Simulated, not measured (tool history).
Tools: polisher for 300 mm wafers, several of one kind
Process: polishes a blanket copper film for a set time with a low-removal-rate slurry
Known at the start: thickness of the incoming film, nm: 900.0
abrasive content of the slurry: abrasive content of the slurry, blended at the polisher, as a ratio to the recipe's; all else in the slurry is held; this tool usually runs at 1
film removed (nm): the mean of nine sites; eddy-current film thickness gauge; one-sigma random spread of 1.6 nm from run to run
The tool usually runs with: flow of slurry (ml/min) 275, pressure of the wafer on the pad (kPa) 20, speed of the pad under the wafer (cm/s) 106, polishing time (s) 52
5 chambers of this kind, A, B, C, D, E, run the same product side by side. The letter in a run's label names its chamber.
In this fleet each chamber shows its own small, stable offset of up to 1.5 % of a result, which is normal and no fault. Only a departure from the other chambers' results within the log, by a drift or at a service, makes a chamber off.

run   hour  flow of slurry (ml/min)  pressure of the wafer on the pad (kPa)  speed of the pad under the wafer (cm/s)  abrasive content of the slurry  polishing time (s)  wafers polished on this pad  hours since the slurry nozzle was cleaned  hours since the head pressure was calibrated  hours since the slurry blender was calibrated  film removed (nm)
       6.6  -- chamber B: worn pad replaced by a new one
 1B      8                      275                                      20                                      106                               1                  52                           21                                       18.4                                         953.9                                           60.1             137.67
 2C   15.1                      275                                      20                                      106                               1                  52                          422                                      628.9                                         314.2                                           91.7             140.11
 3E   24.5                      275                                      20                                      106                               1                  52                          392                                      259.2                                         171.3                                          155.2             140.08
 4D   36.4                      275                                      20                                      106                               1                  52                          865                                        452                                         551.3                                          129.1             141.24
      41.9  -- chamber D: worn pad replaced by a new one
 5A   46.8                      275                                      20                                      106                               1                  52                          874                                      684.2                                         220.2                                          202.7             136.58
      47.6  -- chamber D: slurry nozzle cleaned
      57.5  -- chamber D: head pressure recalibrated
 6C   57.5                      275                                      20                                      106                               1                  52                         1068                                      671.3                                         356.6                                          134.1             136.53
      65.5  -- chamber C: worn pad replaced by a new one
      66.1  -- chamber E: worn pad replaced by a new one
 7E     67                      275                                      20                                      106                               1                  52                           15                                      301.7                                         213.8                                          197.7             142.46
 8B   77.3                      275                                      20                                      106                               1                  52                         1076                                       87.7                                        1023.2                                          129.4              138.8
 9A   83.9                      275                                      20                                      106                               1                  52                         1438                                      721.3                                         257.3                                          239.8             140.57
10D     92                      275                                      20                                      106                               1                  52                          763                                       44.4                                          34.5                                          184.7             138.69
      98.8  -- chamber A: worn pad replaced by a new one
     100.4  -- chamber B: worn pad replaced by a new one
11C  100.6                      275                                      20                                      124                               1                  65                          534                                      714.4                                         399.7                                          177.2             197.34
     103.2  -- chamber E: slurry blender recalibrated
12A  111.9                      275                                      20                                      124                               1                  65                          199                                      749.3                                         285.3                                          267.8             200.32
     113.7  -- chamber D: worn pad replaced by a new one
     122.7  -- chamber A: slurry nozzle cleaned
13D  124.2                      275                                      20                                      124                               1                  65                          160                                       76.6                                          66.7                                          216.9             200.41
       127  -- chamber E: worn pad replaced by a new one
     128.4  -- chamber B: slurry blender recalibrated
     135.3  -- chamber C: worn pad replaced by a new one
14E    138                      275                                      20                                      124                               1                  65                          168                                      372.7                                         284.8                                           34.8             204.07
15B    151                      275                                      20                                      124                               1                  65                          771                                      161.4                                        1096.9                                           22.6                205
16C  157.5                      275                                      20                                      106                               1                  52                          339                                      771.3                                         456.6                                          234.1              137.7
     158.8  -- chamber E: head pressure recalibrated
17E  166.6                      275                                      20                                      106                               1                  52                          603                                      401.3                                           7.8                                           63.4             125.87
18D  173.4                      275                                      20                                      106                               1                  52                          909                                      125.8                                         115.9                                          266.1             138.78
19A  183.6                      275                                      20                                      106                               1                  52                         1290                                       60.9                                           357                                          339.5             140.89
     183.9  -- chamber D: worn pad replaced by a new one
       188  -- chamber B: worn pad replaced by a new one
       191  -- chamber E: worn pad replaced by a new one
20B  195.1                      275                                      20                                      106                               1                  52                          108                                      205.5                                          1141                                           66.7             135.89
     203.4  -- chamber B: slurry nozzle cleaned
21A  203.9                      275                                      20                                      106                               1                  52                         1599                                       81.2                                         377.3                                          359.8             137.64
     207.2  -- chamber A: worn pad replaced by a new one
     210.9  -- chamber C: worn pad replaced by a new one
22E  215.3                      275                                      20                                      106                               1                  52                          369                                        450                                          56.5                                          112.1              127.3
     220.2  -- chamber A: slurry blender recalibrated
23D  222.8                      275                                      20                                      106                               1                  52                          592                                      175.2                                         165.3                                          315.5             139.31
24C  234.1                      275                                      20                                      106                               1                  52                          353                                      847.9                                         533.2                                          310.7             138.28
25B  245.7                      275                                      20                                      106                               1                  52                          878                                       42.4                                        1191.6                                          117.3             139.47
     246.9  -- chamber D: worn pad replaced by a new one
26D  256.9                      275                                      20                                      106                            1.25                  37                          152                                      209.3                                         199.4                                          349.6             104.01
     267.2  -- chamber E: worn pad replaced by a new one
27E  269.8                      275                                      20                                      106                            1.25                  37                           39                                      504.5                                           111                                          166.6             93.131
     272.1  -- chamber B: worn pad replaced by a new one
     279.3  -- chamber C: worn pad replaced by a new one
     279.4  -- chamber C: slurry nozzle cleaned
28A  279.4                      275                                      20                                      106                            1.25                  37                         1099                                      156.7                                         452.8                                           59.2             100.23
29C  288.4                      275                                      20                                      106                            1.25                  37                          139                                          9                                         587.5                                            365             104.26
     289.9  -- chamber B: slurry blender recalibrated
     292.1  -- chamber C: head pressure recalibrated
     293.6  -- chamber A: worn pad replaced by a new one
30B    296                      275                                      20                                      106                            1.25                  37                          364                                       92.7                                        1241.9                                            6.1              102.1
31A  309.7                      275                                      20                                      106                               1                  52                          245                                        187                                         483.1                                           89.5              137.7
     311.4  -- chamber D: worn pad replaced by a new one
32C  318.5                      275                                      20                                      106                               1                  52                          597                                       39.1                                          26.4                                          395.1             137.16
33D  327.4                      275                                      20                                      106                               1                  52                          244                                      279.8                                         269.9                                          420.1             137.91
     339.6  -- chamber E: worn pad replaced by a new one
34E  340.9                      275                                      20                                      106                               1                  52                           20                                      575.6                                         182.1                                          237.7              127.8

Each of the 5 chambers runs these same settings next. Fill in every chamber's results:
35A   351                      275                                      20                                      106                               1                  43                                                                                                                                                                                       ?
35B   351                      275                                      20                                      106                               1                  43                                                                                                                                                                                       ?
35C   351                      275                                      20                                      106                               1                  43                                                                                                                                                                                       ?
35D   351                      275                                      20                                      106                               1                  43                                                                                                                                                                                       ?
35E   351                      275                                      20                                      106                               1                  43                                                                                                                                                                                       ?

run  film removed (nm)
35A             113.26
35B             112.71
35C             112.05
35D             115.72
35E             103.11
